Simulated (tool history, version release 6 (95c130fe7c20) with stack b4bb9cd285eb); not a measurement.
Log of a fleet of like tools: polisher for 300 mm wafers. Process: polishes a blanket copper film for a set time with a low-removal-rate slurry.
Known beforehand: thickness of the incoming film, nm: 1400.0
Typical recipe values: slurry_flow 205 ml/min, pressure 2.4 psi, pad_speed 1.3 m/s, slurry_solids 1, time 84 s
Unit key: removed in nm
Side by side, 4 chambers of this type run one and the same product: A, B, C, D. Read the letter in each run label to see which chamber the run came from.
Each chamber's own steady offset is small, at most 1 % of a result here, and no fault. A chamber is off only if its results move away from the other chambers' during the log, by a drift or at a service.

run   hour  slurry_flow  pressure  pad_speed  slurry_solids  time  wafers polished on this pad  hours since the slurry nozzle was cleaned  hours since the head pressure was calibrated  hours since the slurry blender was calibrated  removed
 1D    5.8          205       2.4        1.3              1    84                          117                                      237.2                                         772.5                                          335.9   307.32
 2C   12.2          205       2.4        1.3              1    84                          556                                       12.2                                          1109                                          105.7      303
 3B   18.2          205       2.4        1.3              1    84                          182                                      161.3                                         934.4                                           50.6   303.65
 4A   23.5          205       2.4        1.3              1    84                          204                                      196.9                                           263                                          187.7   304.18
 5D   28.7          205       2.4        1.3              1    84                          251                                      260.1                                         795.4                                          358.8   310.91
 6A   36.9          205       2.4        1.3              1    84                          282                                      210.3                                         276.4                                          201.1   304.05
 7B   46.2          205       2.4        1.3              1    84                          345                                      189.3                                         962.4                                           78.6   306.43
 8C     51          205       2.4        1.3              1    84                          783                                         51                                        1147.8                                          144.5   305.72
      56.2  -- chamber D: slurry nozzle cleaned
 9A   60.4          205       2.4       1.06              1    84                          419                                      233.8                                         299.9                                          224.6   246.95
      63.6  -- chamber A: slurry blender recalibrated
10B   71.1          205       2.4       1.06              1    84                          491                                      214.2                                         987.3                                          103.5    245.3
11C     81          205       2.4       1.06              1    84                          958                                         81                                        1177.8                                          174.5    249.8
12D     87          205       2.4       1.06              1    84                          592                                       30.9                                         853.7                                          417.1   247.33
13C   92.5          205       2.4        1.3              1    84                         1026                                       92.5                                        1189.3                                            186   307.69
14D   97.9          205       2.4        1.3              1    84                          655                                       41.8                                         864.6                                            428   305.43
15A  105.6          165       2.4        1.3              1    68                          683                                        279                                         345.1                                           42.1   237.75
16B  114.4          165       2.4        1.3              1    68                          743                                      257.5                                        1030.6                                          146.8   239.97
17B  122.6          165       2.4        1.3              1    68                          791                                      265.7                                        1038.8                                            155   235.14
     123.1  -- chamber A: worn pad replaced by a new one
     123.5  -- chamber C: worn pad replaced by a new one
18C  128.9          165       2.4        1.3              1    68                           31                                      128.9                                        1225.7                                          222.4   239.27
     132.4  -- chamber C: head pressure recalibrated
19A  134.4          205       2.4        1.3              1    57                           66                                      307.8                                         373.9                                           70.9   207.88
20D  141.9          205       2.4        1.3              1    57                          912                                       85.8                                         908.6                                            472    207.6
       144  -- chamber C: slurry blender recalibrated
21B  148.3          205       2.4        1.3              1    57                          941                                      291.4                                        1064.5                                          180.7   206.04
22D    159          205       2.4        1.3              1    57                         1012                                      102.9                                         925.7                                          489.1    207.2
23A  167.4          205       2.4        1.3              1    84                          258                                      340.8                                         406.9                                          103.9   308.32
24C  173.7          205       2.4        1.3              1    84                          293                                      173.7                                          41.3                                           29.7   283.71
     178.6  -- chamber D: slurry blender recalibrated
     179.9  -- chamber B: worn pad replaced by a new one
25C    180          205       2.4        1.3              1    84                          330                                        180                                          47.6                                             36   278.18
     188.2  -- chamber B: slurry blender recalibrated
26B  190.9          205       2.4        1.3            0.8    84                           64                                        334                                        1107.1                                            2.8      289
       196  -- chamber A: slurry nozzle cleaned
27A    201          205       2.4        1.3            0.8    84                          455                                        5.1                                         440.5                                          137.5   291.56
28D  205.7          205       2.4        1.3            0.8    84                         1285                                      149.6                                         972.4                                           27.1   293.78
29A    212          205       2.4        1.3            0.8    84                          519                                       16.1                                         451.5                                          148.5   291.66
30B  221.8          205       2.4        1.3              1    84                          245                                      364.9                                          1138                                           33.7   305.52
     227.6  -- chamber D: worn pad replaced by a new one
31D    232          205       2.4        1.3              1    84                           25                                      175.9                                         998.7                                           53.4   302.24
     235.1  -- chamber A: head pressure recalibrated
32C  240.2          205       2.4        1.3              1    84                          682                                      240.2                                         107.8                                           96.2   280.65
33C    245          205       2.4        1.3              1    84                          710                                        245                                         112.6                                            101   278.66
34D  249.9          205       2.4        1.3              1    84                          130                                      193.8                                        1016.6                                           71.3   307.98
35B  257.9          205       2.4        1.3              1    84                          456                                        401                                        1174.1                                           69.8   303.59
36A    263          205       2.4        1.3              1    84                          817                                       67.1                                            28                                          199.5   306.67

One chamber off, gauge drift, or nothing amiss beyond the chambers' own small offsets? If it is a chamber, which one, and what is the likeliest cause?

Chamber C has stood off from the others ever since a service on it.
Likeliest cause: head's pressure below its setpoint, % = 7.88.

Chamber C could run next with any of the 4 candidate recipes listed below; each alters the usual settings, and their results appear as question marks. Which one brings its results back in line with what the other chambers deliver on the usual settings?
In line here means within this much of the mean the other chambers give on the usual settings: removed 8.2 nm
37C-1  270.8          205       2.4       1.24              1    81                                                                                                                                                                             ?
37C-2  270.8          260       2.4        1.3              1    84                                                                                                                                                                             ?
37C-3  270.8          205       2.4        1.3              1    91                                                                                                                                                                             ?
37C-4  270.8          205       2.4       1.28              1    83                                                                                                                                                                             ?

On the usual settings, the other chambers give on average: removed 305.63 nm
  run  removed
37C-1   259.17
37C-2   289.54
37C-3   305.29
37C-4   274.16
37C-3 brings the chamber back in line.
